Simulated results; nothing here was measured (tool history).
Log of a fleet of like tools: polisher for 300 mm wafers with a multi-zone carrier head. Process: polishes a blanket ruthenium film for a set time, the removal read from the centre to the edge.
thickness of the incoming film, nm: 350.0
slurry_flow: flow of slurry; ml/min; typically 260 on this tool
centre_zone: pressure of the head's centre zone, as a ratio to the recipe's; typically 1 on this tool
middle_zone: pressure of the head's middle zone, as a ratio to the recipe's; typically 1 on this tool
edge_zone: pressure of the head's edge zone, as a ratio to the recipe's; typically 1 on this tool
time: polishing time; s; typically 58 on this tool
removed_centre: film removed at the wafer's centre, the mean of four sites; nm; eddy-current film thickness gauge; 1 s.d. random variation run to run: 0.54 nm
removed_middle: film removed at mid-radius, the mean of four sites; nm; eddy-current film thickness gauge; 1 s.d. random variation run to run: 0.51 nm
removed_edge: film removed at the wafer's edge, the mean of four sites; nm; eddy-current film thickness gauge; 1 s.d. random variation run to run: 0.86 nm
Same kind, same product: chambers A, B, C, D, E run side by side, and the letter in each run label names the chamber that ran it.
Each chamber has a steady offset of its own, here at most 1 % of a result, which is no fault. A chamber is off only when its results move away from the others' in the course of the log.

run	hour	slurry_flow	centre_zone	middle_zone	edge_zone	time	removed_centre	removed_middle	removed_edge
# hour 5.2: chamber D: edge zone pressure recalibrated
1D	5.2	260	1	1	1	58	58.348	57.276	57.483
2A	12.4	260	1	1	1	58	57.241	57.558	56.449
3E	19.5	260	1	1	1	58	58.689	57.623	56.325
4C	26.3	260	1	1	1	58	56.885	56.733	57.9
# hour 27.6: chamber B: worn pad replaced by a new one
5B	32.2	260	1	1	1	58	58.348	56.863	57.117
# hour 35.4: chamber C: worn pad replaced by a new one
6B	39.2	260	1	1	1	58	57.29	56.304	58.941
# hour 41.6: chamber D: worn pad replaced by a new one
7E	45.6	260	1	1	1	58	57.388	56.7	55.902
# hour 48.8: chamber B: slurry nozzle cleaned
8C	51	260	1	1	1	58	57.47	58.176	57.355
# hour 55.3: chamber C: edge zone pressure recalibrated
9A	58	260	1	1	1	58	57.989	56.679	57.676
# hour 58.3: chamber E: slurry nozzle cleaned
10D	65.6	175	1	1	1.09	58	55.219	53.896	57.503
# hour 72.2: chamber A: worn pad replaced by a new one
11E	73.6	175	1	1	1.09	58	53.364	52.885	58.018
12B	79.3	175	1	1	1.09	58	54.773	54.611	58.762
13C	84.7	175	1	1	1.09	58	54.142	54.438	57.963
# hour 86.7: chamber C: centre zone pressure recalibrated
# hour 91.7: chamber D: centre zone pressure recalibrated
14A	91.9	175	1	1	1.09	58	54.973	53.837	58.46
# hour 95.3: chamber C: worn pad replaced by a new one
15D	95.8	260	1	1	1	58	57.998	58.105	58.465
16B	99.7	260	1	1	1	58	58.107	57.347	58.34
17E	106.2	260	1	1	1	58	55.569	54.639	57.99
# hour 109.8: chamber D: worn pad replaced by a new one
18A	111.1	260	1	1	1	58	58.28	57.79	58.218
19C	116.7	260	1	1	1	58	57.964	58.392	57.599
20D	122.8	260	1	1	1	58	58.134	57.996	57.227
# hour 125.5: chamber B: worn pad replaced by a new one
21D	128.5	260	1	1	1	58	57.61	56.962	56.744
22E	136.6	260	1	1	1	58	54.436	53.353	55.168
# hour 143.2: chamber A: worn pad replaced by a new one
23B	143.3	260	1	1	1	58	58.229	58.414	58.297
24C	147.3	260	1	1	1	58	57.799	57.486	57.513
25A	151.9	260	1	1	1	58	58.135	57.402	57.029
26B	158.9	260	1	1	1	58	58.207	56.803	57.037
# hour 162.6: chamber A: edge zone pressure recalibrated
# hour 165: chamber C: worn pad replaced by a new one
27C	165.2	260	1	1	1	58	57.839	58.505	57.94
28E	171.8	260	1	1	1	58	53.482	53.016	52.695
29D	178.7	260	1	1	1	58	58.208	57.216	57.156
30A	186.4	260	1	1	1	58	59.628	57.395	58.968
31C	192	260	1	1	1	58	58.647	58.128	58.944
# hour 197.3: chamber D: worn pad replaced by a new one
32A	198	205	1	1	1	52	50.771	49.479	49.919
33D	203.2	205	1	1	1	52	50.216	49.845	49.884
34B	211.4	205	1	1	1	52	50.128	49.797	49.949

Each of the 5 chambers runs these same settings next. Fill in every chamber's results:
35A	217.6	260	1	0.93	1	58	?	?	?
35B	217.6	260	1	0.93	1	58	?	?	?
35C	217.6	260	1	0.93	1	58	?	?	?
35D	217.6	260	1	0.93	1	58	?	?	?
35E	217.6	260	1	0.93	1	58	?	?	?

run	removed_centre	removed_middle	removed_edge
35A	58.132	54.084	58.872
35B	57.836	53.926	57.932
35C	58.858	54.219	58.732
35D	57.047	54.273	58.104
35E	51.504	47.832	51.583
